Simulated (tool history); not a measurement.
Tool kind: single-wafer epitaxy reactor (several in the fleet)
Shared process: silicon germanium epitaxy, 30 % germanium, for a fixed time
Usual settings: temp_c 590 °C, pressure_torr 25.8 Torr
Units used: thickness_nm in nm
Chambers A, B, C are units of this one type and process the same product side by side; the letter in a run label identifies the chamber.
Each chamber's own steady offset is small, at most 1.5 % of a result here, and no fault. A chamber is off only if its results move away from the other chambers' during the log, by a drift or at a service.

run   hour  temp_c  pressure_torr  read-back reference wafer on the same gauge, thickness_nm  thickness_nm
 1C    6.1     590           25.8                                                     48.952        54.216
 2A   10.8     590           25.8                                                      48.85        54.028
      13.1  -- chamber C: capacitance manometer re-zeroed and calibrated
 3B   16.4     590           25.8                                                     48.874        53.426
 4A   22.3     590           25.8                                                     48.885        53.969
 5B   26.1     590           25.8                                                     48.927         54.01
 6C   31.8     590           25.8                                                     48.929        53.992
 7C   37.6     590           25.8                                                     48.974        55.086
 8B   43.1     590           25.8                                                     48.904        53.734
 9A   49.2     590           25.8                                                     48.862        54.181
10B   52.9     590           25.8                                                     48.877        54.284
11C   57.8     590           25.8                                                     48.922        54.497
12A   64.1     590           25.8                                                     48.914        53.817
13A   66.9     590           25.8                                                     48.901        54.281
      69.3  -- chamber C: pyrometer calibrated
14C   70.6     590           25.8                                                     48.837        58.479
15B   76.7     590           25.8                                                     48.903        53.203
16A   82.6     590           25.8                                                     48.874        53.992
17C   87.9     590           25.8                                                     48.946        58.845
18B     91     601           25.8                                                     48.902         64.84
19A   95.5     601           25.8                                                     48.826        66.517
20B   99.6     601           25.8                                                     48.895         65.63
21C  103.7     590           25.8                                                     48.929        58.281
22B  107.7     590           25.8                                                     48.959        53.405
23C  110.6     590           25.8                                                     48.912        57.928
24A  116.6     590           25.8                                                     48.928        53.523
25B  121.7     590           25.8                                                     48.896        53.996
26C  124.6     590           31.8                                                     48.969        63.101
27A  128.6     590           31.8                                                     48.857        58.631
28A  131.5     590           31.8                                                     48.916        59.043
29B  134.7     579           25.8                                                     48.948        43.768
30C  138.3     579           25.8                                                     48.892        47.587
31C  141.9     579           25.8                                                     48.918        47.461
32A    148     597           25.8                                                     48.889        60.989
33B  152.2     597           25.8                                                     48.863        61.151
34C  155.6     597           25.8                                                      48.87        66.768
35A  161.2     598           19.7                                                     48.872        56.364
36B  166.3     598           19.7                                                     48.862         55.65
37A  170.8     598           19.7                                                     48.872        56.854
38B  173.7     590           25.8                                                     48.891        53.483
39C  177.1     590           25.8                                                     48.895        58.794
40A  182.9     590           25.8                                                     48.939        53.998
41C  186.7     590           25.8                                                     48.925        58.668

Decide between three cases: one chamber stands off from its peers, the gauge reading all wafers drifts, or nothing is wrong past each chamber's small offset. Where a chamber is off, say which and what most likely put it there.

The work done on chamber C during a service left it standing apart from the others.
Most likely cause: wafer temperature above the value expected at the setpoint (K) = 3.89.

Below are 4 candidate recipes for chamber C's next run, each the usual settings with a change, their results shown as question marks. Which of them brings C's results back in line with what the other chambers give on the usual settings?
To be in line, a result may differ from the other chambers' mean on the usual settings by at most: thickness_nm 1 nm
42C-1  191.3     594           26.4                                                                        ?
42C-2  191.3     583           25.8                                                                        ?
42C-3  191.3     586           25.2                                                                        ?
42C-4  191.3     596           26.7                                                                        ?

Usual-settings mean across the other chambers: thickness_nm 53.935 nm
  run  thickness_nm
42C-1        63.476
42C-2        51.353
42C-3        53.807
42C-4        66.118
The right change is 42C-3: it brings the chamber back within the allowed miss of the others.

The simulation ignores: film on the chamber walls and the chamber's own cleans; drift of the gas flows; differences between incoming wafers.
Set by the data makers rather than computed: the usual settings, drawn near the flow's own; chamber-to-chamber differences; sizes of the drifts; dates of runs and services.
